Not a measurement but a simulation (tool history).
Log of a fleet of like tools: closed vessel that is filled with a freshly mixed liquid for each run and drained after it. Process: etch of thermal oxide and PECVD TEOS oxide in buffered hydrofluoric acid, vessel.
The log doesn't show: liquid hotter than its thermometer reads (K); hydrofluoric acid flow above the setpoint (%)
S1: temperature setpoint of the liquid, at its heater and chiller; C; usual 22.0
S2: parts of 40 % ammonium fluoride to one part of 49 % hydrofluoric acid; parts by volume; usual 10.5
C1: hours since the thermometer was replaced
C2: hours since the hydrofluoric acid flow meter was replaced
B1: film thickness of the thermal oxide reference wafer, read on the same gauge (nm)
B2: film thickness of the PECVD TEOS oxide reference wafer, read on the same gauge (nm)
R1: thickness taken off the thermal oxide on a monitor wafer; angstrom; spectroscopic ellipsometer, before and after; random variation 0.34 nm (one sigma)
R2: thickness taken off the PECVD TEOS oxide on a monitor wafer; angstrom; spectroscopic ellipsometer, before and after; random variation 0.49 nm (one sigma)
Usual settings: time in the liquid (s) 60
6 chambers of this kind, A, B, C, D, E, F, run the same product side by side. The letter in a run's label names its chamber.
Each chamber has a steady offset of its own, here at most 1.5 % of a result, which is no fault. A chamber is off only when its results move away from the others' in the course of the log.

Run 1B, hour 6.0: usual settings; C1 1079.0; C2 544.8; B1 129.99; B2 90.019. Result: R1 584.47 angstrom, R2 662.54 angstrom.
Run 2D, hour 12.6: usual settings; C1 620.6; C2 32.4; B1 129.98; B2 89.994. Result: R1 583.75 angstrom, R2 667.47 angstrom.
At hour 18.4: chamber F: thermometer replaced.
Run 3E, hour 20.6: usual settings; C1 442.3; C2 1494.8; B1 129.96; B2 89.959. Result: R1 586.69 angstrom, R2 659.06 angstrom.
Run 4C, hour 26.7: usual settings; C1 345.3; C2 264.8; B1 130.02; B2 89.979. Result: R1 585.52 angstrom, R2 669.11 angstrom.
Run 5A, hour 31.2: usual settings; C1 196.2; C2 587.6; B1 129.98; B2 90.011. Result: R1 577.67 angstrom, R2 654.41 angstrom.
Run 6F, hour 39.8: usual settings; C1 21.4; C2 481.8; B1 130.00; B2 89.992. Result: R1 577.60 angstrom, R2 662.29 angstrom.
Run 7A, hour 45.6: usual settings; C1 210.6; C2 602.0; B1 129.96; B2 90.011. Result: R1 574.74 angstrom, R2 653.13 angstrom.
Run 8F, hour 52.6: usual settings; C1 34.2; C2 494.6; B1 130.00; B2 89.991. Result: R1 579.59 angstrom, R2 660.23 angstrom.
Run 9C, hour 61.6: usual settings; C1 380.2; C2 299.7; B1 129.98; B2 90.022. Result: R1 579.99 angstrom, R2 660.00 angstrom.
Run 10D, hour 65.6: usual settings; C1 673.6; C2 85.4; B1 129.95; B2 90.018. Result: R1 591.83 angstrom, R2 673.69 angstrom.
Run 11E, hour 70.4: usual settings; C1 492.1; C2 1544.6; B1 130.00; B2 90.028. Result: R1 585.15 angstrom, R2 667.55 angstrom.
Run 12B, hour 78.0: usual settings but time in the liquid (s) 75; C1 1151.0; C2 616.8; B1 130.00; B2 90.028. Result: R1 722.59 angstrom, R2 828.75 angstrom.
Run 13E, hour 83.5: usual settings but time in the liquid (s) 75; C1 505.2; C2 1557.7; B1 129.97; B2 89.996. Result: R1 727.61 angstrom, R2 836.10 angstrom.
Run 14C, hour 91.5: usual settings but time in the liquid (s) 75; C1 410.1; C2 329.6; B1 130.01; B2 90.010. Result: R1 731.70 angstrom, R2 830.44 angstrom.
Run 15A, hour 99.9: usual settings but time in the liquid (s) 75; C1 264.9; C2 656.3; B1 129.94; B2 89.967. Result: R1 716.34 angstrom, R2 822.01 angstrom.
Run 16B, hour 105.9: usual settings but time in the liquid (s) 75; C1 1178.9; C2 644.7; B1 129.98; B2 90.034. Result: R1 723.86 angstrom, R2 819.83 angstrom.
Run 17D, hour 112.6: usual settings but time in the liquid (s) 75; C1 720.6; C2 132.4; B1 129.99; B2 89.999. Result: R1 735.81 angstrom, R2 839.93 angstrom.
At hour 121.3: chamber F: hydrofluoric acid flow meter replaced.
Run 18F, hour 121.4: usual settings; C1 103.0; C2 0.2; B1 130.00; B2 89.997. Result: R1 580.60 angstrom, R2 656.19 angstrom.
Run 19B, hour 127.3: usual settings; C1 1200.3; C2 666.1; B1 130.01; B2 89.966. Result: R1 574.96 angstrom, R2 665.14 angstrom.
Run 20C, hour 133.4: usual settings; C1 452.0; C2 371.5; B1 129.97; B2 90.040. Result: R1 577.62 angstrom, R2 671.02 angstrom.
Run 21A, hour 142.1: usual settings; C1 307.1; C2 698.5; B1 129.97; B2 90.035. Result: R1 573.94 angstrom, R2 659.13 angstrom.
Run 22F, hour 150.1: usual settings; C1 131.7; C2 28.9; B1 130.00; B2 90.013. Result: R1 577.30 angstrom, R2 662.49 angstrom.
Run 23E, hour 159.0: usual settings; C1 580.7; C2 1633.2; B1 130.00; B2 89.997. Result: R1 590.55 angstrom, R2 663.39 angstrom.
Run 24D, hour 164.0: usual settings; C1 772.0; C2 183.8; B1 130.00; B2 90.004. Result: R1 595.25 angstrom, R2 671.95 angstrom.
Run 25D, hour 170.4: usual settings; C1 778.4; C2 190.2; B1 130.01; B2 89.994. Result: R1 590.34 angstrom, R2 679.85 angstrom.
Run 26B, hour 179.2: usual settings but S1 17.5 C; C1 1252.2; C2 718.0; B1 130.04; B2 90.008. Result: R1 450.85 angstrom, R2 503.58 angstrom.
Run 27F, hour 187.7: usual settings but S1 17.5 C; C1 169.3; C2 66.5; B1 129.98; B2 89.987. Result: R1 447.77 angstrom, R2 513.40 angstrom.
Run 28A, hour 195.5: usual settings but S1 17.5 C; C1 360.5; C2 751.9; B1 130.02; B2 89.994. Result: R1 452.29 angstrom, R2 513.74 angstrom.
Run 29C, hour 200.0: usual settings but S1 17.5 C; C1 518.6; C2 438.1; B1 129.97; B2 89.963. Result: R1 453.46 angstrom, R2 518.02 angstrom.
Run 30E, hour 206.1: usual settings but S1 17.5 C; C1 627.8; C2 1680.3; B1 129.99; B2 89.992. Result: R1 454.61 angstrom, R2 514.40 angstrom.
Run 31C, hour 210.8: usual settings but S1 17.5 C; C1 529.4; C2 448.9; B1 130.05; B2 90.008. Result: R1 455.28 angstrom, R2 513.09 angstrom.
Run 32E, hour 218.7: usual settings; C1 640.4; C2 1692.9; B1 130.00; B2 90.021. Result: R1 586.82 angstrom, R2 668.98 angstrom.
Run 33D, hour 225.7: usual settings but S1 18.0 C; C1 833.7; C2 245.5; B1 129.97; B2 89.990. Result: R1 467.87 angstrom, R2 529.68 angstrom.
Run 34F, hour 234.1: usual settings but S1 18.0 C; C1 215.7; C2 112.9; B1 130.02; B2 89.979. Result: R1 461.18 angstrom, R2 523.58 angstrom.
Run 35A, hour 238.4: usual settings but S1 18.0 C; C1 403.4; C2 794.8; B1 129.97; B2 90.053. Result: R1 465.35 angstrom, R2 533.29 angstrom.
Run 36B, hour 246.7: usual settings but S1 18.0 C; C1 1319.7; C2 785.5; B1 129.96; B2 90.017. Result: R1 460.31 angstrom, R2 523.36 angstrom.
Run 37E, hour 254.1: usual settings but S1 18.0 C; C1 675.8; C2 1728.3; B1 129.98; B2 89.999. Result: R1 465.18 angstrom, R2 530.91 angstrom.
Run 38B, hour 260.1: usual settings but S1 18.0 C; C1 1333.1; C2 798.9; B1 130.01; B2 89.992. Result: R1 463.61 angstrom, R2 525.28 angstrom.
Run 39F, hour 267.3: usual settings; C1 248.9; C2 146.1; B1 129.99; B2 89.973. Result: R1 582.13 angstrom, R2 652.90 angstrom.
Run 40C, hour 272.7: usual settings; C1 591.3; C2 510.8; B1 130.00; B2 90.015. Result: R1 586.31 angstrom, R2 668.25 angstrom.

All 6 chambers run these settings next. Forecast each chamber's results:
Run 41A, hour 279.2: usual settings. Result: R1 ?, R2 ?.
Run 41B, hour 279.2: usual settings. Result: R1 ?, R2 ?.
Run 41C, hour 279.2: usual settings. Result: R1 ?, R2 ?.
Run 41D, hour 279.2: usual settings. Result: R1 ?, R2 ?.
Run 41E, hour 279.2: usual settings. Result: R1 ?, R2 ?.
Run 41F, hour 279.2: usual settings. Result: R1 ?, R2 ?.

run      R1      R2
41A  575.94  664.87
41B  581.87  662.56
41C  578.84  658.95
41D  587.59  665.48
41E  583.92  664.23
41F  571.60  653.82

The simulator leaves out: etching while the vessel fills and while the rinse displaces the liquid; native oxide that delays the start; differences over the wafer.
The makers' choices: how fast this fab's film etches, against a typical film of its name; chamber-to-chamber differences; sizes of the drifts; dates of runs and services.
